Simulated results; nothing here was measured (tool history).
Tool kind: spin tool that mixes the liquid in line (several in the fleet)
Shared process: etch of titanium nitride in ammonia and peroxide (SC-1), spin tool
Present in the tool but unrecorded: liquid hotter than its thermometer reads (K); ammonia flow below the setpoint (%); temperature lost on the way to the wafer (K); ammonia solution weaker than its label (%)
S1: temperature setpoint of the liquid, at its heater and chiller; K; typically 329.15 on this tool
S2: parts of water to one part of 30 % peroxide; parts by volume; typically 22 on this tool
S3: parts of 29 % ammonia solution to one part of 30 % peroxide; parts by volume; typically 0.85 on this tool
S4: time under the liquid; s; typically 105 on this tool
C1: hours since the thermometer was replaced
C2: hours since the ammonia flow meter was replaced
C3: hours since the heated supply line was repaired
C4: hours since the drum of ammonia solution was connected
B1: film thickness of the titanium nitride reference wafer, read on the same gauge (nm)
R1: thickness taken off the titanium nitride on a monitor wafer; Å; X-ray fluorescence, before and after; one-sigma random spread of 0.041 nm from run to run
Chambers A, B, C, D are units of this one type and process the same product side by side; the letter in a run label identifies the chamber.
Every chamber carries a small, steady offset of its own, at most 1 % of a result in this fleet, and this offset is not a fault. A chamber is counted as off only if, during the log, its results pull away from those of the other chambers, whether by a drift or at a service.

{"run": "1C", "hour": 5.2, "S1": 329.15, "S2": 22, "S3": 0.85, "S4": 105, "C1": 230.8, "C2": 81.3, "C3": 339, "C4": 580.5, "B1": 119.99, "R1": 62.091}
{"hour": 8.6, "done": "chamber B: new drum of ammonia solution connected"}
{"run": "2D", "hour": 9.7, "S1": 329.15, "S2": 22, "S3": 0.85, "S4": 105, "C1": 1039.6, "C2": 408.2, "C3": 1380.2, "C4": 640.3, "B1": 119.98, "R1": 62.341}
{"run": "3B", "hour": 14.4, "S1": 329.15, "S2": 22, "S3": 0.85, "S4": 105, "C1": 207, "C2": 248.7, "C3": 471.4, "C4": 5.8, "B1": 120, "R1": 62.746}
{"run": "4A", "hour": 21.2, "S1": 329.15, "S2": 22, "S3": 0.85, "S4": 105, "C1": 2075.3, "C2": 201.1, "C3": 1000.9, "C4": 222.2, "B1": 119.96, "R1": 62.46}
{"run": "5C", "hour": 27.4, "S1": 329.15, "S2": 22, "S3": 0.85, "S4": 105, "C1": 253, "C2": 103.5, "C3": 361.2, "C4": 602.7, "B1": 120.02, "R1": 61.606}
{"run": "6B", "hour": 33.3, "S1": 329.15, "S2": 22, "S3": 0.85, "S4": 105, "C1": 225.9, "C2": 267.6, "C3": 490.3, "C4": 24.7, "B1": 120.01, "R1": 62.787}
{"run": "7A", "hour": 36.9, "S1": 329.15, "S2": 22, "S3": 0.85, "S4": 105, "C1": 2091, "C2": 216.8, "C3": 1016.6, "C4": 237.9, "B1": 119.97, "R1": 62.434}
{"run": "8D", "hour": 44.3, "S1": 329.15, "S2": 22, "S3": 0.85, "S4": 105, "C1": 1074.2, "C2": 442.8, "C3": 1414.8, "C4": 674.9, "B1": 119.99, "R1": 62.424}
{"run": "9A", "hour": 50.2, "S1": 329.15, "S2": 22, "S3": 0.85, "S4": 105, "C1": 2104.3, "C2": 230.1, "C3": 1029.9, "C4": 251.2, "B1": 119.99, "R1": 62.215}
{"run": "10C", "hour": 54.5, "S1": 329.15, "S2": 22, "S3": 0.85, "S4": 105, "C1": 280.1, "C2": 130.6, "C3": 388.3, "C4": 629.8, "B1": 119.97, "R1": 61.912}
{"run": "11D", "hour": 62.5, "S1": 329.15, "S2": 22, "S3": 0.85, "S4": 105, "C1": 1092.4, "C2": 461, "C3": 1433, "C4": 693.1, "B1": 120.03, "R1": 62.173}
{"run": "12B", "hour": 68.4, "S1": 329.15, "S2": 22, "S3": 0.85, "S4": 105, "C1": 261, "C2": 302.7, "C3": 525.4, "C4": 59.8, "B1": 120.03, "R1": 61.897}
{"run": "13B", "hour": 74.6, "S1": 329.15, "S2": 22, "S3": 0.85, "S4": 105, "C1": 267.2, "C2": 308.9, "C3": 531.6, "C4": 66, "B1": 120, "R1": 63.053}
{"run": "14A", "hour": 80.2, "S1": 329.15, "S2": 22, "S3": 0.85, "S4": 105, "C1": 2134.3, "C2": 260.1, "C3": 1059.9, "C4": 281.2, "B1": 119.98, "R1": 62.156}
{"run": "15D", "hour": 85.5, "S1": 329.15, "S2": 22, "S3": 0.85, "S4": 105, "C1": 1115.4, "C2": 484, "C3": 1456, "C4": 716.1, "B1": 119.99, "R1": 61.743}
{"run": "16C", "hour": 92.9, "S1": 329.15, "S2": 22, "S3": 0.85, "S4": 105, "C1": 318.5, "C2": 169, "C3": 426.7, "C4": 668.2, "B1": 120, "R1": 61.992}
{"hour": 93.7, "done": "chamber A: thermometer replaced"}
{"run": "17C", "hour": 100.2, "S1": 329.15, "S2": 22, "S3": 0.85, "S4": 105, "C1": 325.8, "C2": 176.3, "C3": 434, "C4": 675.5, "B1": 120.03, "R1": 62.333}
{"run": "18D", "hour": 107.8, "S1": 329.15, "S2": 22, "S3": 0.85, "S4": 105, "C1": 1137.7, "C2": 506.3, "C3": 1478.3, "C4": 738.4, "B1": 119.98, "R1": 62.389}
{"run": "19B", "hour": 114.8, "S1": 329.15, "S2": 22, "S3": 0.85, "S4": 105, "C1": 307.4, "C2": 349.1, "C3": 571.8, "C4": 106.2, "B1": 119.99, "R1": 62.326}
{"run": "20A", "hour": 120.9, "S1": 329.15, "S2": 22, "S3": 0.85, "S4": 105, "C1": 27.2, "C2": 300.8, "C3": 1100.6, "C4": 321.9, "B1": 120.04, "R1": 61.769}
{"hour": 126.9, "done": "chamber D: thermometer replaced"}
{"run": "21B", "hour": 127.4, "S1": 329.15, "S2": 22, "S3": 0.85, "S4": 105, "C1": 320, "C2": 361.7, "C3": 584.4, "C4": 118.8, "B1": 119.96, "R1": 63.058}
{"run": "22D", "hour": 134.0, "S1": 329.15, "S2": 22, "S3": 0.85, "S4": 105, "C1": 7.1, "C2": 532.5, "C3": 1504.5, "C4": 764.6, "B1": 120.03, "R1": 62.111}
{"run": "23A", "hour": 139.6, "S1": 329.15, "S2": 22, "S3": 0.85, "S4": 105, "C1": 45.9, "C2": 319.5, "C3": 1119.3, "C4": 340.6, "B1": 120, "R1": 62.108}
{"run": "24C", "hour": 144.5, "S1": 329.15, "S2": 22, "S3": 0.85, "S4": 105, "C1": 370.1, "C2": 220.6, "C3": 478.3, "C4": 719.8, "B1": 119.98, "R1": 62.068}
{"run": "25D", "hour": 148.0, "S1": 329.15, "S2": 22, "S3": 0.85, "S4": 105, "C1": 21.1, "C2": 546.5, "C3": 1518.5, "C4": 778.6, "B1": 120, "R1": 62.019}
{"run": "26C", "hour": 153.3, "S1": 329.15, "S2": 22, "S3": 0.85, "S4": 105, "C1": 378.9, "C2": 229.4, "C3": 487.1, "C4": 728.6, "B1": 119.97, "R1": 62.204}
{"run": "27A", "hour": 161.1, "S1": 329.15, "S2": 22, "S3": 0.85, "S4": 105, "C1": 67.4, "C2": 341, "C3": 1140.8, "C4": 362.1, "B1": 120.02, "R1": 61.987}
{"run": "28B", "hour": 167.5, "S1": 329.15, "S2": 22, "S3": 0.85, "S4": 105, "C1": 360.1, "C2": 401.8, "C3": 624.5, "C4": 158.9, "B1": 119.97, "R1": 62.564}
{"run": "29C", "hour": 173.1, "S1": 329.15, "S2": 22, "S3": 0.85, "S4": 105, "C1": 398.7, "C2": 249.2, "C3": 506.9, "C4": 748.4, "B1": 119.99, "R1": 62.475}
{"hour": 176.4, "done": "chamber A: new drum of ammonia solution connected"}
{"run": "30A", "hour": 178.4, "S1": 329.15, "S2": 16.5, "S3": 0.85, "S4": 145, "C1": 84.7, "C2": 358.3, "C3": 1158.1, "C4": 2, "B1": 120.03, "R1": 100.08}

Does one chamber stand apart from the rest, does the shared gauge drift, or is all well apart from small per-chamber offsets? Give the chamber and the most likely cause, where there is one.

No chamber stands off beyond its own small offset, and the gauge holds steady.

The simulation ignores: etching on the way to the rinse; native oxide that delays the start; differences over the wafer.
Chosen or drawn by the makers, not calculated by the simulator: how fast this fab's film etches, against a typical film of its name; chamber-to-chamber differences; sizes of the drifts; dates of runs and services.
